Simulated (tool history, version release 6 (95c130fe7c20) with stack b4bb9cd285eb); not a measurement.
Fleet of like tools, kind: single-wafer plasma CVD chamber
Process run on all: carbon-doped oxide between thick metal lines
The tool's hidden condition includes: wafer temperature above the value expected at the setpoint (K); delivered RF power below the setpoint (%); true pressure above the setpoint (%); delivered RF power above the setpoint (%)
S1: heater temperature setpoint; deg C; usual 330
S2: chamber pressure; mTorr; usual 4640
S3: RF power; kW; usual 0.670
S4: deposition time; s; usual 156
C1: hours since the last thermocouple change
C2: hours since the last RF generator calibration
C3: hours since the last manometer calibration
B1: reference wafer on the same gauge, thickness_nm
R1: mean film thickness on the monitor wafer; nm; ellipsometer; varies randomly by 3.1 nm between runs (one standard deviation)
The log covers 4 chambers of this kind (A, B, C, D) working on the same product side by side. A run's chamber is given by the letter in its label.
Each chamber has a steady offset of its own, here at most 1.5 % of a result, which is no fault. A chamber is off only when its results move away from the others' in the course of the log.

{"run": "1B", "day": 0.442, "S1": 330, "S2": 4640, "S3": 0.67, "S4": 156, "C1": 910.7, "C2": 1283.0, "C3": 871.2, "B1": 1045.3, "R1": 988.94}
{"run": "2D", "day": 1.004, "S1": 330, "S2": 4640, "S3": 0.67, "S4": 156, "C1": 346.7, "C2": 107.2, "C3": 1093.1, "B1": 1045.7, "R1": 968.64}
{"run": "3C", "day": 1.267, "S1": 330, "S2": 4640, "S3": 0.67, "S4": 156, "C1": 116.3, "C2": 624.0, "C3": 390.0, "B1": 1045.4, "R1": 972.49}
{"run": "4A", "day": 1.617, "S1": 330, "S2": 4640, "S3": 0.67, "S4": 156, "C1": 1122.8, "C2": 240.5, "C3": 1233.7, "B1": 1045.3, "R1": 971.21}
{"run": "5C", "day": 1.917, "S1": 330, "S2": 4640, "S3": 0.67, "S4": 156, "C1": 131.9, "C2": 639.6, "C3": 405.6, "B1": 1045.8, "R1": 968.2}
{"run": "6B", "day": 2.375, "S1": 330, "S2": 4640, "S3": 0.67, "S4": 156, "C1": 957.1, "C2": 1329.4, "C3": 917.6, "B1": 1044.6, "R1": 990.8}
{"run": "7A", "day": 2.729, "S1": 330, "S2": 4640, "S3": 0.67, "S4": 156, "C1": 1149.5, "C2": 267.2, "C3": 1260.4, "B1": 1044.6, "R1": 976.74}
{"run": "8D", "day": 3.104, "S1": 330, "S2": 4640, "S3": 0.67, "S4": 156, "C1": 397.1, "C2": 157.6, "C3": 1143.5, "B1": 1044.7, "R1": 967.38}
{"run": "9C", "day": 3.671, "S1": 330, "S2": 4640, "S3": 0.67, "S4": 156, "C1": 174.0, "C2": 681.7, "C3": 447.7, "B1": 1044.2, "R1": 976.08}
{"run": "10A", "day": 3.925, "S1": 330, "S2": 4640, "S3": 0.67, "S4": 156, "C1": 1178.2, "C2": 295.9, "C3": 1289.1, "B1": 1045.6, "R1": 978.79}
{"run": "11B", "day": 4.25, "S1": 330, "S2": 4640, "S3": 0.67, "S4": 156, "C1": 1002.1, "C2": 1374.4, "C3": 962.6, "B1": 1045.5, "R1": 996.39}
{"run": "12D", "day": 4.746, "S1": 330, "S2": 4640, "S3": 0.67, "S4": 156, "C1": 436.5, "C2": 197.0, "C3": 1182.9, "B1": 1045.1, "R1": 968.02}
{"run": "13C", "day": 5.067, "S1": 330, "S2": 4640, "S3": 0.67, "S4": 156, "C1": 207.5, "C2": 715.2, "C3": 481.2, "B1": 1045.3, "R1": 974.13}
{"run": "14D", "day": 5.346, "S1": 330, "S2": 4640, "S3": 0.67, "S4": 156, "C1": 450.9, "C2": 211.4, "C3": 1197.3, "B1": 1044.3, "R1": 971.43}
{"run": "15B", "day": 5.629, "S1": 330, "S2": 4640, "S3": 0.67, "S4": 156, "C1": 1035.2, "C2": 1407.5, "C3": 995.7, "B1": 1044.8, "R1": 988.33}
{"run": "16A", "day": 5.988, "S1": 330, "S2": 4640, "S3": 0.67, "S4": 156, "C1": 1227.7, "C2": 345.4, "C3": 1338.6, "B1": 1044.8, "R1": 972.45}
{"run": "17A", "day": 6.529, "S1": 330, "S2": 4640, "S3": 0.67, "S4": 156, "C1": 1240.7, "C2": 358.4, "C3": 1351.6, "B1": 1045.0, "R1": 976.48}
{"run": "18D", "day": 6.983, "S1": 330, "S2": 4640, "S3": 0.67, "S4": 156, "C1": 490.2, "C2": 250.7, "C3": 1236.6, "B1": 1045.3, "R1": 970.27}
{"run": "19B", "day": 7.396, "S1": 330, "S2": 4640, "S3": 0.67, "S4": 156, "C1": 1077.6, "C2": 1449.9, "C3": 1038.1, "B1": 1044.9, "R1": 990.39}
{"run": "20C", "day": 7.671, "S1": 330, "S2": 4640, "S3": 0.67, "S4": 156, "C1": 270.0, "C2": 777.7, "C3": 543.7, "B1": 1045.2, "R1": 973.88}
{"run": "21B", "day": 8.071, "S1": 330, "S2": 4640, "S3": 0.67, "S4": 156, "C1": 1093.8, "C2": 1466.1, "C3": 1054.3, "B1": 1045.1, "R1": 990.53}
{"run": "22A", "day": 8.392, "S1": 330, "S2": 4640, "S3": 0.67, "S4": 156, "C1": 1285.4, "C2": 403.1, "C3": 1396.3, "B1": 1044.6, "R1": 976.53}
{"run": "23C", "day": 8.958, "S1": 330, "S2": 4640, "S3": 0.67, "S4": 156, "C1": 300.9, "C2": 808.6, "C3": 574.6, "B1": 1044.3, "R1": 972.61}
{"run": "24D", "day": 9.538, "S1": 330, "S2": 4640, "S3": 0.67, "S4": 156, "C1": 551.5, "C2": 312.0, "C3": 1297.9, "B1": 1045.9, "R1": 971.36}
{"run": "25B", "day": 10.038, "S1": 330, "S2": 4640, "S3": 0.67, "S4": 156, "C1": 1141.0, "C2": 1513.3, "C3": 1101.5, "B1": 1045.8, "R1": 998.02}
{"run": "26D", "day": 10.508, "S1": 330, "S2": 4640, "S3": 0.67, "S4": 156, "C1": 574.8, "C2": 335.3, "C3": 1321.2, "B1": 1045.3, "R1": 968.04}
{"run": "27C", "day": 10.929, "S1": 330, "S2": 4640, "S3": 0.67, "S4": 156, "C1": 348.2, "C2": 855.9, "C3": 621.9, "B1": 1044.8, "R1": 975.53}
{"day": 11.233, "done": "chamber B: thermocouple changed; heater temperature recalibrated"}
{"run": "28A", "day": 11.421, "S1": 330, "S2": 4640, "S3": 0.67, "S4": 156, "C1": 1358.1, "C2": 475.8, "C3": 1469.0, "B1": 1044.6, "R1": 972.17}
{"run": "29B", "day": 11.95, "S1": 330, "S2": 4640, "S3": 0.67, "S4": 156, "C1": 17.2, "C2": 1559.2, "C3": 1147.4, "B1": 1045.1, "R1": 987.82}
{"run": "30A", "day": 12.504, "S1": 330, "S2": 4640, "S3": 0.67, "S4": 156, "C1": 1384.1, "C2": 501.8, "C3": 1495.0, "B1": 1045.0, "R1": 974.24}
{"run": "31C", "day": 12.825, "S1": 330, "S2": 4640, "S3": 0.67, "S4": 156, "C1": 393.7, "C2": 901.4, "C3": 667.4, "B1": 1045.8, "R1": 975.56}

Is one chamber off against the others, does the gauge drift, or is nothing wrong? If a chamber is off, say which, and what the likeliest cause is.

Nothing is wrong: each chamber keeps only its own small, steady offset and the gauge holds still.
